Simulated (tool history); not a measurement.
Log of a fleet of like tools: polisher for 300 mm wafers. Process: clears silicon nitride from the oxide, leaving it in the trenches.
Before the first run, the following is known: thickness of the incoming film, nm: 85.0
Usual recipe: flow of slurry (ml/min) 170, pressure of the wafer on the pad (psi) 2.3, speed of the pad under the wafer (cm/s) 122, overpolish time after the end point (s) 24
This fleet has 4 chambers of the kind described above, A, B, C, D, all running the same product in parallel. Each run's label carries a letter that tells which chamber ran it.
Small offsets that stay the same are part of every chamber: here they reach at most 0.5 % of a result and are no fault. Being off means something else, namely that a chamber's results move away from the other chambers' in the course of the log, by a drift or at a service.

run	day	flow of slurry (ml/min)	pressure of the wafer on the pad (psi)	speed of the pad under the wafer (cm/s)	overpolish time after the end point (s)	wafers polished on this pad	hours since the slurry nozzle was cleaned	hours since the head pressure was calibrated	time until the end point was called (s)
1C	0.204	170	2.3	122	24	428	109.2	527.4	91.708
2D	0.638	170	2.3	122	24	172	356.1	1381.4	93.319
3A	0.846	170	2.3	122	24	873	80.2	132.7	93.167
# day 1.217: chamber B: worn pad replaced by a new one
4B	1.254	170	2.3	122	24	4	574.4	1205.4	92.795
5B	1.650	145	2.9	122	24	54	583.9	1214.9	76.358
6A	1.962	145	2.9	122	24	1014	107.0	159.5	75.486
7D	2.238	145	2.9	122	24	374	394.5	1419.8	75.529
8C	2.600	145	2.9	122	24	731	166.7	584.9	76.397
9C	2.821	170	2.3	122	24	759	172.0	590.2	92.093
10B	3.208	170	2.3	122	24	251	621.3	1252.3	92.077
# day 3.350: chamber C: worn pad replaced by a new one
11A	3.496	170	2.3	94	13	1208	143.8	196.3	121.870
# day 3.646: chamber A: worn pad replaced by a new one
12D	3.925	170	2.3	94	13	587	435.0	1460.3	120.500
13B	4.367	170	2.3	94	13	398	649.1	1280.1	120.410
14D	4.758	170	2.3	94	13	692	455.0	1480.3	121.490
15A	5.146	170	2.3	122	24	189	183.4	235.9	95.225
16C	5.379	170	2.3	122	24	256	233.4	651.6	92.854
17A	5.725	170	2.3	122	24	263	197.3	249.8	93.637
18B	6.008	170	2.3	122	24	605	688.5	1319.5	93.769
# day 6.333: chamber C: head pressure recalibrated
19C	6.375	170	2.3	122	24	382	257.3	1.1	92.519
20D	6.688	170	2.3	122	24	936	501.3	1526.6	93.045
# day 6.917: chamber D: slurry nozzle cleaned
21B	6.950	170	2.3	122	24	724	711.1	1342.1	90.936
# day 7.083: chamber D: head pressure recalibrated
22A	7.183	170	2.3	122	24	447	232.3	284.8	97.690
23D	7.567	170	2.3	122	24	1047	15.6	11.6	92.286
24C	7.862	170	2.3	122	24	570	293.0	36.8	93.116
25D	8.175	170	2.3	122	24	1124	30.2	26.2	93.907
26B	8.546	170	2.3	122	24	926	749.4	1380.4	93.862
# day 8.712: chamber B: head pressure recalibrated
27C	8.783	170	2.3	122	24	686	315.1	58.9	92.636
28A	9.021	170	2.3	122	24	679	276.4	328.9	99.708
29D	9.421	170	2.3	122	24	1282	60.1	56.1	93.584
# day 9.629: chamber D: worn pad replaced by a new one
30C	9.792	170	2.3	122	24	814	339.3	83.1	93.425
31B	10.129	170	2.3	122	24	1126	787.4	34.1	91.659
32A	10.483	170	2.3	122	24	864	311.5	364.0	100.590
33D	10.942	170	2.3	122	24	166	96.6	92.6	92.294

Read the log: is a single chamber off, either drifting away or since a service, is the gauge that measures every chamber drifting, or is nothing wrong beyond small per-chamber offsets? Name any odd chamber and what most likely caused it.

Chamber A drifts away from the others.
Likeliest cause: slurry flow missing at the pad, % = 35.8.
Not necessarily distinguishable in this log from: head's pressure below its setpoint, %.

Which of the 4 candidates below, each the usual settings with something changed and its results left as question marks, puts chamber A back in line with what the other chambers give on the usual settings?
To be in line, a result may differ from the other chambers' mean on the usual settings by at most: time until the end point was called (s) 2.800
34A-1	11.267	175	2.5	132	24				?
34A-2	11.267	255	2.3	122	24				?
34A-3	11.267	165	2.3	104	24				?
34A-4	11.267	170	2.2	118	24				?

What the other chambers average on the usual settings: time until the end point was called (s) 92.584
run	time until the end point was called (s)
34A-1	85.237
34A-2	93.425
34A-3	118.860
34A-4	109.080
34A-2 puts the chamber back in line with the other chambers.

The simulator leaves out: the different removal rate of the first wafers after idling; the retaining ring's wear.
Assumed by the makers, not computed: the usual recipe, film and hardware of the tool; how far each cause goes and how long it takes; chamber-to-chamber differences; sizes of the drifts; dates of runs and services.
